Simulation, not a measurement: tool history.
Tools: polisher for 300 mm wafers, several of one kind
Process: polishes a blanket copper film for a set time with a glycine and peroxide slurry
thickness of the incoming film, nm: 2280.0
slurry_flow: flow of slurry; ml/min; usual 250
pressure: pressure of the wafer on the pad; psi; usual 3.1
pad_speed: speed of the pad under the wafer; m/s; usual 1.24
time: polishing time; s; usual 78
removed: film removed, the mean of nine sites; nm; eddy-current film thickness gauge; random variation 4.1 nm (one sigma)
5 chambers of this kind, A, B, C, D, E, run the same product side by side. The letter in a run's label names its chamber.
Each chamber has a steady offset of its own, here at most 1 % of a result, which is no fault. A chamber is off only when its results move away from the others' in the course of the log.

run,hour,slurry_flow,pressure,pad_speed,time,removed
1C,7.4,250,3.1,1.24,78,466.09
2D,15.7,250,3.1,1.24,78,482.56
3A,30.1,250,3.1,1.24,78,472.79
4B,46.0,250,3.1,1.24,78,466.43
# hour 53.8: chamber B: worn pad replaced by a new one
# hour 54.0: chamber A: worn pad replaced by a new one
5E,54.8,295,3.1,1.24,55,336.51
6E,70.1,295,3.1,1.24,55,333.57
7B,81.4,295,3.1,1.24,55,346.76
8D,94.0,295,3.1,1.24,55,338.74
9A,108.5,295,3.1,1.24,55,338.52
# hour 109.0: chamber E: worn pad replaced by a new one
# hour 112.9: chamber C: worn pad replaced by a new one
10C,117.0,250,3.1,1.24,78,465.11
11D,128.7,250,4.0,0.82,78,398.09
12C,136.1,250,4.0,0.82,78,413.02
# hour 144.8: chamber D: slurry nozzle cleaned
13A,147.9,250,4.0,0.82,78,411.58
14E,161.1,250,4.0,0.82,78,409.28
15B,169.1,250,4.0,0.82,78,402.34
16E,178.1,250,3.1,1.24,78,463.28
17D,185.9,250,3.1,1.24,78,453.38
18A,196.0,250,3.1,1.24,78,477.05
# hour 198.0: chamber B: worn pad replaced by a new one
19B,204.2,250,3.1,1.24,78,470.74
20C,216.4,250,3.1,1.24,78,470.10
21C,232.5,250,3.1,1.24,78,474.17
# hour 240.1: chamber A: worn pad replaced by a new one
22E,240.9,250,3.1,1.24,78,469.36
23B,251.6,250,3.1,1.24,78,472.37
# hour 256.2: chamber E: worn pad replaced by a new one
24D,267.5,215,3.1,1.24,78,431.30
25A,282.1,215,3.1,1.24,78,464.78
26D,291.1,215,3.1,1.24,78,428.10
# hour 300.9: chamber C: worn pad replaced by a new one
27C,307.3,215,3.1,1.24,78,464.31
# hour 315.5: chamber B: worn pad replaced by a new one
28A,317.2,215,3.1,1.24,78,462.51
29B,324.6,250,3.1,1.24,78,468.72
30E,334.1,250,3.1,1.24,78,477.81
31E,342.6,250,3.1,1.24,78,464.81
32C,358.1,250,3.1,1.24,78,465.22
33B,366.7,250,3.4,1.24,102,669.16

What goes on in this fleet: one chamber off, a drifting gauge, or nothing beyond the chambers' own small offsets? Name the chamber and the cause, if any.

Chamber D drifts away from the others.
Cause: removal rate lost through wear of the pad, % = 11.6.
The log may not tell that from: head's pressure below its setpoint, %.

Here are 4 candidates for chamber D's next run, each the usual settings with a change, their results left as question marks. Which one brings its results back in line with what the others give on the usual settings?
In line means no further than this from the other chambers' mean on the usual settings: removed 14.00 nm
34D-1,378.5,250,3.2,1.24,78,?
34D-2,378.5,250,3.1,1.24,75,?
34D-3,378.5,250,3.3,1.24,83,?
34D-4,378.5,245,3.1,1.08,78,?

The other chambers' mean on the usual settings: removed 471.34 nm
run,removed
34D-1,432.24
34D-2,404.41
34D-3,472.35
34D-4,372.35
34D-3 brings the chamber back in line.

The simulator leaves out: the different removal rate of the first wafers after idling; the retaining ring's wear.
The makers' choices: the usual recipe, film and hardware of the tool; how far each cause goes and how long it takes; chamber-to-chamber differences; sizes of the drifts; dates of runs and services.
